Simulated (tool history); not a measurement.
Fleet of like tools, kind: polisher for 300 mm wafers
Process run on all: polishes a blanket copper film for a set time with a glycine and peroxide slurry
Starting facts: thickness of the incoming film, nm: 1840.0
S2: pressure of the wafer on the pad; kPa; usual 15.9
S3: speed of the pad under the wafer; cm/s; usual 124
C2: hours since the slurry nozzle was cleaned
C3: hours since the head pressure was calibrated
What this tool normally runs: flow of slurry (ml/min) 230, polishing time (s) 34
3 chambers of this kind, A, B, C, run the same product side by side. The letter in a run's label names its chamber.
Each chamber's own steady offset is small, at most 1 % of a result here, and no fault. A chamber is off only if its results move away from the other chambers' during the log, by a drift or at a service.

At day 0.15: chamber A: worn pad replaced by a new one.
Run 1A, day 0.338: usual settings; wafers polished on this pad 54; C2 465.3; C3 408.9. Result: film removed (nm) 167.43.
Run 2B, day 0.946: usual settings; wafers polished on this pad 920; C2 301.1; C3 396.5. Result: film removed (nm) 166.72.
At day 0.983: chamber B: slurry nozzle cleaned.
Run 3C, day 1.425: usual settings; wafers polished on this pad 1010; C2 274.8; C3 880.8. Result: film removed (nm) 165.66.
At day 1.679: chamber C: worn pad replaced by a new one.
Run 4A, day 1.904: usual settings; wafers polished on this pad 503; C2 502.9; C3 446.5. Result: film removed (nm) 166.59.
At day 1.975: chamber B: worn pad replaced by a new one.
Run 5B, day 2.425: usual settings; wafers polished on this pad 130; C2 34.7; C3 432. Result: film removed (nm) 168.88.
Run 6C, day 2.904: usual settings; wafers polished on this pad 352; C2 310.3; C3 916.3. Result: film removed (nm) 166.32.
Run 7B, day 3.429: usual settings; wafers polished on this pad 418; C2 58.8; C3 456.1. Result: film removed (nm) 167.36.
Run 8C, day 3.983: usual settings; wafers polished on this pad 662; C2 336.2; C3 942.2. Result: film removed (nm) 168.23.
Run 9A, day 4.292: usual settings; wafers polished on this pad 1189; C2 560.2; C3 503.8. Result: film removed (nm) 168.48.
At day 4.408: chamber A: worn pad replaced by a new one.
Run 10A, day 4.758: usual settings but S2 12.4 kPa, polishing time (s) 23; wafers polished on this pad 101; C2 571.4; C3 515. Result: film removed (nm) 93.135.
Run 11B, day 5.117: usual settings but S2 12.4 kPa, polishing time (s) 23; wafers polished on this pad 902; C2 99.3; C3 496.6. Result: film removed (nm) 92.197.
At day 5.175: chamber C: worn pad replaced by a new one.
At day 5.671: chamber B: worn pad replaced by a new one.
Run 12C, day 5.733: usual settings but S2 12.4 kPa, polishing time (s) 23; wafers polished on this pad 161; C2 378.2; C3 984.2. Result: film removed (nm) 92.968.
Run 13C, day 6.196: usual settings but polishing time (s) 30; wafers polished on this pad 293; C2 389.3; C3 995.3. Result: film removed (nm) 148.38.
Run 14A, day 6.588: usual settings but polishing time (s) 30; wafers polished on this pad 626; C2 615.3; C3 558.9. Result: film removed (nm) 148.25.
Run 15B, day 7.079: usual settings but polishing time (s) 30; wafers polished on this pad 404; C2 146.4; C3 543.7. Result: film removed (nm) 147.53.
Run 16B, day 7.658: usual settings; wafers polished on this pad 570; C2 160.3; C3 557.6. Result: film removed (nm) 167.85.
At day 7.842: chamber A: worn pad replaced by a new one.
Run 17C, day 8.15: usual settings; wafers polished on this pad 854; C2 436.2; C3 1042.2. Result: film removed (nm) 170.64.
Run 18A, day 8.721: usual settings; wafers polished on this pad 252; C2 666.5; C3 610.1. Result: film removed (nm) 164.91.
Run 19A, day 9.238: usual settings; wafers polished on this pad 400; C2 678.9; C3 622.5. Result: film removed (nm) 164.22.
At day 9.333: chamber C: worn pad replaced by a new one.
Run 20C, day 9.512: usual settings; wafers polished on this pad 51; C2 468.9; C3 1074.9. Result: film removed (nm) 171.16.
At day 9.533: chamber B: worn pad replaced by a new one.
Run 21B, day 10.071: usual settings; wafers polished on this pad 155; C2 218.2; C3 615.5. Result: film removed (nm) 166.53.
Run 22B, day 10.588: usual settings; wafers polished on this pad 303; C2 230.6; C3 627.9. Result: film removed (nm) 168.18.
Run 23C, day 10.921: usual settings; wafers polished on this pad 456; C2 502.7; C3 1108.7. Result: film removed (nm) 167.31.
Run 24A, day 11.467: usual settings; wafers polished on this pad 1040; C2 732.4; C3 676. Result: film removed (nm) 163.99.
At day 11.538: chamber A: worn pad replaced by a new one.
Run 25A, day 11.996: usual settings; wafers polished on this pad 131; C2 745.1; C3 688.7. Result: film removed (nm) 167.66.
Run 26B, day 12.296: usual settings; wafers polished on this pad 794; C2 271.6; C3 668.9. Result: film removed (nm) 165.25.
Run 27C, day 12.821: usual settings; wafers polished on this pad 1001; C2 548.3; C3 1154.3. Result: film removed (nm) 164.44.
At day 12.846: chamber B: slurry nozzle cleaned.
At day 12.992: chamber C: slurry nozzle cleaned.
Run 28C, day 13.271: usual settings; wafers polished on this pad 1130; C2 6.7; C3 1165.1. Result: film removed (nm) 168.31.
At day 13.429: chamber C: worn pad replaced by a new one.
Run 29A, day 13.854: usual settings but S2 20.7 kPa, S3 82 cm/s; wafers polished on this pad 665; C2 789.7; C3 733.3. Result: film removed (nm) 147.82.
At day 13.9: chamber B: worn pad replaced by a new one.
Run 30B, day 14.446: usual settings but S2 20.7 kPa, S3 82 cm/s; wafers polished on this pad 157; C2 38.5; C3 720.5. Result: film removed (nm) 146.11.
Run 31C, day 14.896: usual settings but S2 20.7 kPa, S3 82 cm/s; wafers polished on this pad 421; C2 45.7; C3 1204.1. Result: film removed (nm) 146.74.
At day 15.321: chamber A: worn pad replaced by a new one.
Run 32A, day 15.346: usual settings; wafers polished on this pad 7; C2 825.5; C3 769.1. Result: film removed (nm) 162.54.
Run 33B, day 15.65: usual settings but S2 13.8 kPa; wafers polished on this pad 502; C2 67.4; C3 749.4. Result: film removed (nm) 150.74.
Run 34A, day 16.258: usual settings but S2 13.8 kPa; wafers polished on this pad 269; C2 847.4; C3 791. Result: film removed (nm) 142.38.
Run 35C, day 16.846: usual settings but S2 13.8 kPa; wafers polished on this pad 981; C2 92.5; C3 1250.9. Result: film removed (nm) 151.2.
At day 16.871: chamber C: worn pad replaced by a new one.
Run 36B, day 17.188: usual settings; wafers polished on this pad 943; C2 104.3; C3 786.3. Result: film removed (nm) 166.6.
Run 37B, day 17.633: usual settings but S2 12.4 kPa; wafers polished on this pad 1071; C2 115; C3 797. Result: film removed (nm) 136.52.
Run 38C, day 17.962: usual settings but S2 12.4 kPa; wafers polished on this pad 313; C2 119.3; C3 1277.7. Result: film removed (nm) 138.59.
At day 18.033: chamber B: worn pad replaced by a new one.
Run 39A, day 18.5: usual settings but S2 12.4 kPa; wafers polished on this pad 912; C2 901.2; C3 844.8. Result: film removed (nm) 131.02.
Run 40C, day 18.838: usual settings; wafers polished on this pad 564; C2 140.3; C3 1298.7. Result: film removed (nm) 168.94.
Run 41A, day 19.225: usual settings; wafers polished on this pad 1120; C2 918.6; C3 862.2. Result: film removed (nm) 157.92.
Run 42B, day 19.608: usual settings; wafers polished on this pad 452; C2 162.4; C3 844.4. Result: film removed (nm) 167.55.

All 3 chambers run these settings next. Forecast each chamber's results:
Run 43A, day 20.05: usual settings. Result: film removed (nm) ?.
Run 43B, day 20.05: usual settings. Result: film removed (nm) ?.
Run 43C, day 20.05: usual settings. Result: film removed (nm) ?.

run  film removed (nm)
43A             159.41
43B             167.97
43C             168.35

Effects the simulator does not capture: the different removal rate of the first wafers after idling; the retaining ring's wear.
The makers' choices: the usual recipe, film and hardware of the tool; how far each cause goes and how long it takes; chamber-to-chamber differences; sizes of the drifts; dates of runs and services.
